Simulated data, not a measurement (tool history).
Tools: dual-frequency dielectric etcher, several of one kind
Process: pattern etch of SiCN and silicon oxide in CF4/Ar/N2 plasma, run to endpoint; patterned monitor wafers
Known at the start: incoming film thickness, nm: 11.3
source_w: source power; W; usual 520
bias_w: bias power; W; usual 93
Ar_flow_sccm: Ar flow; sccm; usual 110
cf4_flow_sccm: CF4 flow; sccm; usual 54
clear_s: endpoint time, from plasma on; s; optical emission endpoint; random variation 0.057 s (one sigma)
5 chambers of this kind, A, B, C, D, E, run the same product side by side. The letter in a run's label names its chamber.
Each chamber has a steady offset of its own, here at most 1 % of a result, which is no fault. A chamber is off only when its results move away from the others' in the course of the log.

run,hour,source_w,bias_w,Ar_flow_sccm,cf4_flow_sccm,clear_s
1C,8.1,520,93,110,54,11.0740
# hour 10.5: chamber A: wet clean of the chamber
2D,15.2,520,93,110,54,11.1350
3A,20.4,520,93,110,54,11.1990
4E,29.0,520,93,110,54,11.0580
5B,38.4,520,93,110,54,11.1730
6C,47.4,520,93,110,54,11.1100
7A,52.7,520,93,110,54,11.0470
8D,62.1,520,93,110,54,11.0300
9E,71.0,520,93,110,54,11.0410
10B,79.4,520,93,110,54,11.1210
11D,86.1,520,93,110,54,11.0090
12C,93.0,520,93,110,54,11.0560
13B,102.5,480,93,110,54,11.9420
14E,111.8,480,93,110,54,12.0030
15A,120.4,480,93,110,54,11.9140
16E,126.2,480,93,110,54,11.9390
17B,131.7,480,93,110,54,12.0390
# hour 137.0: chamber A: source power generator calibrated
18D,138.7,520,101,110,54,10.6870
19C,144.5,520,101,110,54,10.8350
# hour 151.3: chamber E: wet clean of the chamber
20A,152.6,520,101,110,54,11.2270
21E,163.3,520,101,110,54,10.8090
22D,174.6,520,101,110,54,10.7610
# hour 176.1: chamber D: wet clean of the chamber
23A,185.5,640,93,110,59,9.4714
24B,192.6,640,93,110,59,9.1927
25C,197.7,640,93,110,59,9.2229
26C,207.1,640,93,110,59,8.9875
27B,217.0,640,93,110,59,9.1867
28E,227.3,520,93,127,42,11.7990
29A,235.5,520,93,127,42,12.1380
30D,242.6,520,93,127,42,11.7480
31B,252.0,520,93,127,42,11.8940
32D,262.8,520,93,127,42,11.8550
33E,269.4,520,93,110,54,11.1040

Is one chamber off against the others, does the gauge drift, or is nothing wrong? If a chamber is off, say which, and what the likeliest cause is.

A service left chamber A off against the others.
Cause: source power that arrives under what is set, % = 4.57.

Here are 4 candidates for chamber A's next run, each the usual settings with a change, their results left as question marks. Which one brings its results back in line with what the others give on the usual settings?
In line means no further than this from the other chambers' mean on the usual settings: clear_s 0.2000 s
34A-1,277.6,500,92,111,54,?
34A-2,277.6,480,93,110,54,?
34A-3,277.6,520,103,110,54,?
34A-4,277.6,560,96,109,55,?

The other chambers' mean on the usual settings: clear_s 11.0990 s
run,clear_s
34A-1,11.9980
34A-2,12.3630
34A-3,11.1110
34A-4,10.6520
34A-3 brings the chamber back in line.
